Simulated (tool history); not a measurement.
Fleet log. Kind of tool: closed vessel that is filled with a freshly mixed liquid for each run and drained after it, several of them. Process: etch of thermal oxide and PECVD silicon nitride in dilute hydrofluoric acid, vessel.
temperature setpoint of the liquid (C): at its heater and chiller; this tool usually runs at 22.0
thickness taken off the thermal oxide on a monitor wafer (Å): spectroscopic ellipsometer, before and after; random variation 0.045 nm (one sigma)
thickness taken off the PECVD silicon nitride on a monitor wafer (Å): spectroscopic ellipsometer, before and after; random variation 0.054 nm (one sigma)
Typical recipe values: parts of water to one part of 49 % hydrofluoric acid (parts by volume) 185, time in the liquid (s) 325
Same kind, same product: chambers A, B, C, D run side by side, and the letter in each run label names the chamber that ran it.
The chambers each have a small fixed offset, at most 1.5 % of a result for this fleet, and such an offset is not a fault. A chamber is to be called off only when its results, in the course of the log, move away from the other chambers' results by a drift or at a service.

run	hour	temperature setpoint of the liquid (C)	parts of water to one part of 49 % hydrofluoric acid (parts by volume)	time in the liquid (s)	read-back film thickness of the thermal oxide reference wafer, read on the same gauge (nm)	read-back film thickness of the PECVD silicon nitride reference wafer, read on the same gauge (nm)	thickness taken off the thermal oxide on a monitor wafer (Å)	thickness taken off the PECVD silicon nitride on a monitor wafer (Å)
1D	5.1	22.0	185	325	129.98	79.987	68.322	63.416
2C	8.8	22.0	185	325	130.01	80.009	67.089	64.184
3A	12.9	22.0	185	325	129.99	79.999	67.619	63.802
4B	20.7	22.0	185	325	130.04	79.997	66.838	64.283
5D	24.4	22.0	185	325	129.99	80.014	67.931	62.860
6A	30.5	22.0	185	325	129.98	80.010	67.099	63.413
7C	37.1	22.0	185	325	130.00	80.003	67.967	64.355
8B	43.8	22.0	185	325	130.01	80.004	68.300	63.676
9C	50.8	22.0	185	325	130.00	79.999	68.014	62.665
10D	56.1	18.0	185	455	129.99	80.005	81.492	67.530
11A	64.0	18.0	185	455	130.01	79.995	79.660	68.640
12B	67.5	18.0	185	455	130.00	80.002	82.092	67.922
13A	73.3	18.0	185	455	130.03	80.005	80.172	68.291
14D	79.0	25.5	185	420	129.99	80.000	99.955	101.660
15C	83.2	25.5	185	420	129.99	79.984	99.277	104.580
16B	88.6	25.5	185	420	130.01	80.010	99.338	102.600
17D	96.6	25.5	185	420	130.01	79.988	100.500	101.530
18C	103.3	22.0	215	385	129.99	80.004	66.770	64.888
19A	111.1	22.0	215	385	130.00	80.001	66.892	64.715
20B	116.1	22.0	215	385	129.98	80.009	66.036	64.756
21A	122.8	22.0	215	385	129.97	79.997	66.518	64.799
22D	127.5	22.0	185	325	129.99	80.000	68.084	63.154
23C	135.1	22.0	185	325	130.01	80.009	66.777	63.514
24B	142.5	22.0	185	325	130.01	80.016	68.338	63.542
25B	146.2	22.0	185	325	130.01	80.018	67.776	63.019
26D	149.6	22.0	185	325	130.00	80.000	68.312	62.615

Which is it: a chamber that has drifted or been left off by a service, a gauge drift common to all chambers, or only each chamber's usual small offset? If a chamber is off, name it and its likeliest cause.

No chamber stands off beyond its own small offset, and the gauge holds steady.
